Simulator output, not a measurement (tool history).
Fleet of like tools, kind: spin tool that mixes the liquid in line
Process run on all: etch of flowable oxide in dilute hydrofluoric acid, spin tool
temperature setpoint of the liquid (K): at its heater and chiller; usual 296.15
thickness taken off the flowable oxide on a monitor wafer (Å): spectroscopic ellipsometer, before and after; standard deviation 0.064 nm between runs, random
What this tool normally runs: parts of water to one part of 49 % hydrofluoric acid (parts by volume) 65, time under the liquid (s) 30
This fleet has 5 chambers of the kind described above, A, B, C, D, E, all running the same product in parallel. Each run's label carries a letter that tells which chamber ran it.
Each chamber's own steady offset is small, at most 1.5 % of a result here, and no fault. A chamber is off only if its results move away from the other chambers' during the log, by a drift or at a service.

run	day	temperature setpoint of the liquid (K)	parts of water to one part of 49 % hydrofluoric acid (parts by volume)	time under the liquid (s)	read-back film thickness of the flowable oxide reference wafer, read on the same gauge (nm)	thickness taken off the flowable oxide on a monitor wafer (Å)
1C	0.408	296.15	65	30	39.995	94.857
2B	0.788	296.15	65	30	39.984	94.339
3E	1.138	296.15	65	30	40.002	94.949
4A	1.642	296.15	65	30	39.993	94.904
5D	1.988	296.15	65	30	39.994	93.972
6B	2.450	292.15	65	15	40.033	40.524
7C	2.996	292.15	65	15	40.016	40.767
8A	3.396	292.15	65	15	40.008	40.347
9D	3.754	292.15	65	15	39.989	40.490
10E	4.179	292.15	65	15	40.022	40.446
11C	4.662	296.15	65	30	39.987	95.989
# day 4.846: chamber A: hydrofluoric acid flow meter replaced
12A	5.129	296.15	65	30	39.999	94.397
13B	5.454	296.15	65	30	39.987	95.581
14E	5.962	296.15	65	30	40.008	96.160
15D	6.408	296.15	65	30	40.033	95.382
16A	6.688	293.15	65	15	40.009	42.590
17D	7.171	293.15	65	15	39.997	42.620
18E	7.579	293.15	65	15	40.029	42.249
19C	7.921	293.15	65	15	39.972	42.272
20B	8.379	293.15	65	15	40.010	41.856
21B	8.838	296.15	65	30	40.032	95.295
22C	9.183	296.15	45	20	39.964	94.827
23A	9.721	296.15	45	20	39.990	93.785
24E	10.112	296.15	45	20	39.988	94.909
25D	10.425	296.15	45	20	40.016	93.627
# day 10.829: chamber D: thermometer replaced
26C	10.892	296.15	45	20	39.996	93.936
27A	11.312	296.15	65	30	40.003	95.174
28B	11.650	296.15	65	30	39.989	96.504
29D	11.942	296.15	65	30	40.012	94.716
30E	12.254	296.15	65	30	39.988	96.048
31D	12.792	296.15	65	30	39.983	95.197
32C	13.262	293.65	65	35	39.976	100.430
33B	13.588	293.65	65	35	39.972	100.990
34E	14.067	293.65	65	35	39.990	100.660
35A	14.375	293.65	65	35	39.999	100.070

Decide between three cases: one chamber stands off from its peers, the gauge reading all wafers drifts, or nothing is wrong past each chamber's small offset. Where a chamber is off, say which and what most likely put it there.

No chamber is off and the gauge is stable; the differences are just each chamber's small, constant offset.
